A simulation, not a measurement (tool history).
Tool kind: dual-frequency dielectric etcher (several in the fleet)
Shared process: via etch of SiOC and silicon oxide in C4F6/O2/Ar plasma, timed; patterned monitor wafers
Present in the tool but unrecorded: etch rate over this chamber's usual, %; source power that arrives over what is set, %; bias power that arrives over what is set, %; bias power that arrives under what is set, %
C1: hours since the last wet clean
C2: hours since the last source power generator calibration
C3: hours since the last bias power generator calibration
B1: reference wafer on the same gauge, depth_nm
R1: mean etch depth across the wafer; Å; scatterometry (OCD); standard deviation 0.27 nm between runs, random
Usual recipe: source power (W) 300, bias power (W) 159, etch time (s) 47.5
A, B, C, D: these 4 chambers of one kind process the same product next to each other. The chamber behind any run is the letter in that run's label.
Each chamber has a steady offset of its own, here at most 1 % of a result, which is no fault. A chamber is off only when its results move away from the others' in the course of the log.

{"run": "1A", "hour": 10.4, "source power (W)": 300, "bias power (W)": 159, "etch time (s)": 47.5, "C1": 264.5, "C2": 1561.6, "C3": 388.7, "B1": 42.349, "R1": 464.5}
{"run": "2D", "hour": 19.0, "source power (W)": 300, "bias power (W)": 159, "etch time (s)": 47.5, "C1": 318.7, "C2": 2262.4, "C3": 265.1, "B1": 42.309, "R1": 456.76}
{"run": "3C", "hour": 28.5, "source power (W)": 300, "bias power (W)": 159, "etch time (s)": 47.5, "C1": 88.4, "C2": 1764.3, "C3": 1039.5, "B1": 42.336, "R1": 460.77}
{"run": "4B", "hour": 35.7, "source power (W)": 300, "bias power (W)": 159, "etch time (s)": 47.5, "C1": 147.9, "C2": 4041, "C3": 426.8, "B1": 42.303, "R1": 465.02}
{"run": "5B", "hour": 42.6, "source power (W)": 300, "bias power (W)": 159, "etch time (s)": 47.5, "C1": 154.8, "C2": 4047.9, "C3": 433.7, "B1": 42.311, "R1": 465.32}
{"run": "6A", "hour": 51.4, "source power (W)": 300, "bias power (W)": 159, "etch time (s)": 47.5, "C1": 305.5, "C2": 1602.6, "C3": 429.7, "B1": 42.301, "R1": 466.46}
{"run": "7D", "hour": 60.4, "source power (W)": 300, "bias power (W)": 159, "etch time (s)": 57, "C1": 360.1, "C2": 2303.8, "C3": 306.5, "B1": 42.21, "R1": 553.91}
{"run": "8C", "hour": 66.5, "source power (W)": 300, "bias power (W)": 159, "etch time (s)": 57, "C1": 126.4, "C2": 1802.3, "C3": 1077.5, "B1": 42.296, "R1": 557.73}
{"run": "9B", "hour": 72.0, "source power (W)": 300, "bias power (W)": 159, "etch time (s)": 57, "C1": 184.2, "C2": 4077.3, "C3": 463.1, "B1": 42.285, "R1": 562.08}
{"run": "10D", "hour": 80.1, "source power (W)": 300, "bias power (W)": 159, "etch time (s)": 57, "C1": 379.8, "C2": 2323.5, "C3": 326.2, "B1": 42.342, "R1": 554.73}
{"run": "11A", "hour": 90.1, "source power (W)": 300, "bias power (W)": 159, "etch time (s)": 47.5, "C1": 344.2, "C2": 1641.3, "C3": 468.4, "B1": 42.278, "R1": 465.83}
{"run": "12C", "hour": 98.0, "source power (W)": 300, "bias power (W)": 159, "etch time (s)": 47.5, "C1": 157.9, "C2": 1833.8, "C3": 1109, "B1": 42.281, "R1": 463.54}
{"run": "13D", "hour": 103.0, "source power (W)": 300, "bias power (W)": 159, "etch time (s)": 47.5, "C1": 402.7, "C2": 2346.4, "C3": 349.1, "B1": 42.298, "R1": 458.98}
{"run": "14A", "hour": 114.5, "source power (W)": 300, "bias power (W)": 159, "etch time (s)": 47.5, "C1": 368.6, "C2": 1665.7, "C3": 492.8, "B1": 42.257, "R1": 462.89}
{"run": "15C", "hour": 123.5, "source power (W)": 300, "bias power (W)": 159, "etch time (s)": 47.5, "C1": 183.4, "C2": 1859.3, "C3": 1134.5, "B1": 42.295, "R1": 462.88}
{"run": "16B", "hour": 135.2, "source power (W)": 300, "bias power (W)": 159, "etch time (s)": 47.5, "C1": 247.4, "C2": 4140.5, "C3": 526.3, "B1": 42.242, "R1": 468.99}
{"run": "17B", "hour": 143.6, "source power (W)": 300, "bias power (W)": 159, "etch time (s)": 47.5, "C1": 255.8, "C2": 4148.9, "C3": 534.7, "B1": 42.276, "R1": 467.83}
{"run": "18C", "hour": 152.2, "source power (W)": 300, "bias power (W)": 159, "etch time (s)": 47.5, "C1": 212.1, "C2": 1888, "C3": 1163.2, "B1": 42.297, "R1": 463.99}
{"run": "19A", "hour": 159.3, "source power (W)": 300, "bias power (W)": 159, "etch time (s)": 47.5, "C1": 413.4, "C2": 1710.5, "C3": 537.6, "B1": 42.256, "R1": 460.1}
{"run": "20D", "hour": 166.9, "source power (W)": 300, "bias power (W)": 159, "etch time (s)": 47.5, "C1": 466.6, "C2": 2410.3, "C3": 413, "B1": 42.369, "R1": 459.66}
{"run": "21C", "hour": 175.0, "source power (W)": 300, "bias power (W)": 159, "etch time (s)": 47.5, "C1": 234.9, "C2": 1910.8, "C3": 1186, "B1": 42.298, "R1": 462.91}
{"run": "22D", "hour": 181.8, "source power (W)": 300, "bias power (W)": 159, "etch time (s)": 47.5, "C1": 481.5, "C2": 2425.2, "C3": 427.9, "B1": 42.311, "R1": 462.44}
{"run": "23B", "hour": 193.2, "source power (W)": 300, "bias power (W)": 159, "etch time (s)": 47.5, "C1": 305.4, "C2": 4198.5, "C3": 584.3, "B1": 42.219, "R1": 469.96}
{"run": "24A", "hour": 199.7, "source power (W)": 300, "bias power (W)": 159, "etch time (s)": 47.5, "C1": 453.8, "C2": 1750.9, "C3": 578, "B1": 42.34, "R1": 460.08}
{"run": "25B", "hour": 208.1, "source power (W)": 360, "bias power (W)": 159, "etch time (s)": 38.5, "C1": 320.3, "C2": 4213.4, "C3": 599.2, "B1": 42.316, "R1": 405.45}
{"hour": 212.8, "done": "chamber A: wet clean of the chamber"}
{"run": "26A", "hour": 218.1, "source power (W)": 360, "bias power (W)": 159, "etch time (s)": 38.5, "C1": 5.3, "C2": 1769.3, "C3": 596.4, "B1": 42.361, "R1": 404.87}
{"run": "27C", "hour": 224.9, "source power (W)": 360, "bias power (W)": 159, "etch time (s)": 38.5, "C1": 284.8, "C2": 1960.7, "C3": 1235.9, "B1": 42.29, "R1": 403.57}
{"run": "28D", "hour": 234.1, "source power (W)": 360, "bias power (W)": 159, "etch time (s)": 38.5, "C1": 533.8, "C2": 2477.5, "C3": 480.2, "B1": 42.326, "R1": 401.12}
{"run": "29B", "hour": 239.3, "source power (W)": 300, "bias power (W)": 159, "etch time (s)": 47.5, "C1": 351.5, "C2": 4244.6, "C3": 630.4, "B1": 42.359, "R1": 464.11}

Is one chamber out of step, is the gauge drifting, or do the chambers differ by no more than their own small offsets? For an off chamber, give its letter and the likeliest cause.

The fleet is healthy, with each chamber sitting at its usual small offset and no drift in the gauge.
